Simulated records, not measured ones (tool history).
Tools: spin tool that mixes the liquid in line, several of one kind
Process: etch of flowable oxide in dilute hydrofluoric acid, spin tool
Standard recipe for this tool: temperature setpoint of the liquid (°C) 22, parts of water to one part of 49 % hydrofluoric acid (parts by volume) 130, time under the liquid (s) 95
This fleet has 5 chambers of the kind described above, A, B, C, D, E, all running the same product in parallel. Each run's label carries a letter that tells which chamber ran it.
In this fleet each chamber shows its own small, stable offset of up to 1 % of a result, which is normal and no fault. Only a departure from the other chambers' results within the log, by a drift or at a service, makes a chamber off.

run,hour,temperature setpoint of the liquid (°C),parts of water to one part of 49 % hydrofluoric acid (parts by volume),time under the liquid (s),"read-back film thickness of the flowable oxide reference wafer, read on the same gauge (nm)",thickness taken off the flowable oxide on a monitor wafer (nm)
1A,6,22,130,95,110.01,32.741
2E,11.5,22,130,95,110.02,33.054
3B,15.4,22,130,95,110.01,32.806
4D,19.7,22,130,95,110.02,32.777
5C,24.7,22,130,95,109.99,33.061
6C,28.7,22,130,95,110,33.237
7B,35.6,22,130,95,110.01,32.985
8A,42.7,18,130,95,110.01,27.702
9D,48.2,18,130,95,109.99,27.887
10E,54.3,18,130,95,109.98,28.032
11A,60.9,18,130,95,110,27.461
12E,65.7,18,130,95,109.98,28.055
13C,69.4,22,130,95,110,33.09
14D,73.9,22,130,95,109.98,32.201
15B,81.1,22,130,95,110.01,33.074
16B,88.1,22,130,95,110.01,32.569
17A,92.8,22,130,95,109.99,32.33
18C,99.2,22,130,95,110,33.394
19E,103.1,22,130,95,109.99,33.211
20D,108.4,22,130,95,109.99,31.46
21E,112.6,22,100,65,110,30.683
22C,117.8,22,100,65,109.99,30.876
23B,122.1,22,100,65,110.01,30.364
24A,127.8,22,100,65,109.99,30.185
25D,131.4,22,100,65,109.99,28.986
26D,134.9,22,130,95,109.99,31.412
27B,139.9,22,130,95,109.99,33.422
28C,146.4,22,70,70,109.99,49.018
29A,152,22,70,70,109.99,47.809
30E,157.1,22,70,70,109.99,48.554
31A,162.5,22,70,70,110,47.74
32E,168.8,22,70,70,110.01,49.565
33B,175.7,22,130,95,110.02,33.2
34C,182,22,130,95,110,33.073
35D,189.2,22,130,95,110.01,30.042
36E,193.8,22,130,95,110.02,33.317
# hour 197.8: chamber B: thermometer replaced
37A,199.3,22,130,95,109.99,32.66
38B,202.7,26.5,100,95,109.97,53.336
39C,208.5,26.5,100,95,109.99,53.452

The same settings go to every chamber for the next run, one line per chamber below. Forecast the results for each:
40A,213.8,22,130,95,,?
40B,213.8,22,130,95,,?
40C,213.8,22,130,95,,?
40D,213.8,22,130,95,,?
40E,213.8,22,130,95,,?

run,thickness taken off the flowable oxide on a monitor wafer (nm)
40A,32.227
40B,33.519
40C,32.678
40D,29.559
40E,32.902
